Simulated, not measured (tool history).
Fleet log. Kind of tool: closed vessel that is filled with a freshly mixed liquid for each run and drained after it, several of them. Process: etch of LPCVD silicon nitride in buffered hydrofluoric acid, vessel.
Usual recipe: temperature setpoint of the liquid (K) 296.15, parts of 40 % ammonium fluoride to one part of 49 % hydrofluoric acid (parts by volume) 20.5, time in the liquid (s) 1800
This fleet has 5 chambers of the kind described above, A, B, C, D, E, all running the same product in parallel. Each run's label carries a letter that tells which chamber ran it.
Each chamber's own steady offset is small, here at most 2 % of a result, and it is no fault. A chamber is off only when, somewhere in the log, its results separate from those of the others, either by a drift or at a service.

run,hour,temperature setpoint of the liquid (K),parts of 40 % ammonium fluoride to one part of 49 % hydrofluoric acid (parts by volume),time in the liquid (s),hours since the thermometer was replaced,hours since the hydrofluoric acid flow meter was replaced,"read-back film thickness of the LPCVD silicon nitride reference wafer, read on the same gauge (nm)",thickness taken off the LPCVD silicon nitride on a monitor wafer (Å)
1A,2.7,296.15,20.5,1800,148.3,733.9,129.99,104.290
2D,6.6,296.15,20.5,1800,945.4,1320.5,130.03,104.060
3B,12.6,296.15,20.5,1800,414.2,433.3,129.99,103.960
4C,17.7,296.15,20.5,1800,903.6,1904.0,130.01,104.710
5E,22.3,296.15,20.5,2480,778.0,350.3,130.00,144.360
6D,27.7,296.15,20.5,2480,966.5,1341.6,129.97,145.090
7C,32.8,296.15,20.5,2480,918.7,1919.1,130.02,141.800
8E,37.3,296.15,20.5,2480,793.0,365.3,130.01,142.320
9B,41.0,296.15,20.5,2480,442.6,461.7,129.97,143.550
10A,43.9,296.15,20.5,1800,189.5,775.1,129.99,104.310
11A,46.9,299.15,20.5,1800,192.5,778.1,130.00,123.810
12C,50.0,299.15,20.5,1800,935.9,1936.3,130.01,120.590
13D,54.9,299.15,20.5,1800,993.7,1368.8,130.00,125.070
14B,58.4,299.15,20.5,1800,460.0,479.1,129.97,122.930
15E,62.5,299.15,20.5,1800,818.2,390.5,130.01,120.510
16A,68.5,292.65,20.5,1180,214.1,799.7,130.00,57.229
17B,74.5,292.65,20.5,1180,476.1,495.2,130.01,55.872
18D,79.9,292.65,20.5,1180,1018.7,1393.8,130.00,56.126
19C,82.5,292.65,20.5,1180,968.4,1968.8,130.01,55.955
20E,85.9,292.65,20.5,1180,841.6,413.9,130.04,54.334
21A,89.4,296.15,20.5,1800,235.0,820.6,130.01,105.150
22B,93.0,296.15,20.5,1800,494.6,513.7,130.01,105.320
23C,98.7,296.15,20.5,1800,984.6,1985.0,129.97,103.540
24E,104.3,296.15,16.0,900,860.0,432.3,129.98,63.589
25D,109.5,296.15,16.0,900,1048.3,1423.4,130.01,66.858
26C,113.0,296.15,16.0,900,998.9,1999.3,130.01,64.801
27D,117.0,296.15,16.0,900,1055.8,1430.9,130.00,65.865
28E,119.7,296.15,16.0,900,875.4,447.7,129.99,62.928
29B,123.3,296.15,20.5,1800,524.9,544.0,129.98,105.330
30A,127.6,296.15,20.5,1800,273.2,858.8,130.01,104.770
31D,130.9,296.15,20.5,1800,1069.7,1444.8,129.98,105.140
32E,133.8,296.15,20.5,1800,889.5,461.8,129.98,99.200
33C,138.8,296.15,20.5,1800,1024.7,2025.1,130.00,103.130
34B,143.8,296.15,18.0,1800,545.4,564.5,129.99,116.700
35A,148.4,296.15,18.0,1800,294.0,879.6,130.02,119.200
36A,153.1,296.15,18.0,1800,298.7,884.3,129.99,118.150
37B,157.8,296.15,18.0,1800,559.4,578.5,129.98,117.590
38D,163.8,296.15,18.0,1800,1102.6,1477.7,130.00,118.030
39E,169.1,296.15,20.5,1800,924.8,497.1,130.00,98.530
40C,171.8,296.15,20.5,1800,1057.7,2058.1,130.01,103.120
41A,175.8,296.15,20.5,1800,321.4,907.0,129.99,104.840

What goes on in this fleet: one chamber off, a drifting gauge, or nothing beyond the chambers' own small offsets? Name the chamber and the cause, if any.

Little by little, chamber E moves away from the other chambers.
Likeliest cause: liquid colder than its thermometer reads (K) = 1.24.
Not necessarily distinguishable in this log from: hydrofluoric acid flow below the setpoint (%).

Which of the 4 candidates below, each the usual settings with something changed and its results left as question marks, puts chamber E back in line with what the other chambers give on the usual settings?
In line means no further than this from the other chambers' mean on the usual settings: thickness taken off the LPCVD silicon nitride on a monitor wafer (Å) 2.000
42E-1,180.1,296.15,20.5,1840,,,,?
42E-2,180.1,296.15,20.5,1750,,,,?
42E-3,180.1,296.65,19.5,1800,,,,?
42E-4,180.1,296.15,20.5,1680,,,,?

Usual-settings mean across the other chambers: thickness taken off the LPCVD silicon nitride on a monitor wafer (Å) 104.420
run,thickness taken off the LPCVD silicon nitride on a monitor wafer (Å)
42E-1,99.882
42E-2,94.996
42E-3,104.690
42E-4,91.196
42E-3 is the one that brings the chamber's results back in line with the other chambers.

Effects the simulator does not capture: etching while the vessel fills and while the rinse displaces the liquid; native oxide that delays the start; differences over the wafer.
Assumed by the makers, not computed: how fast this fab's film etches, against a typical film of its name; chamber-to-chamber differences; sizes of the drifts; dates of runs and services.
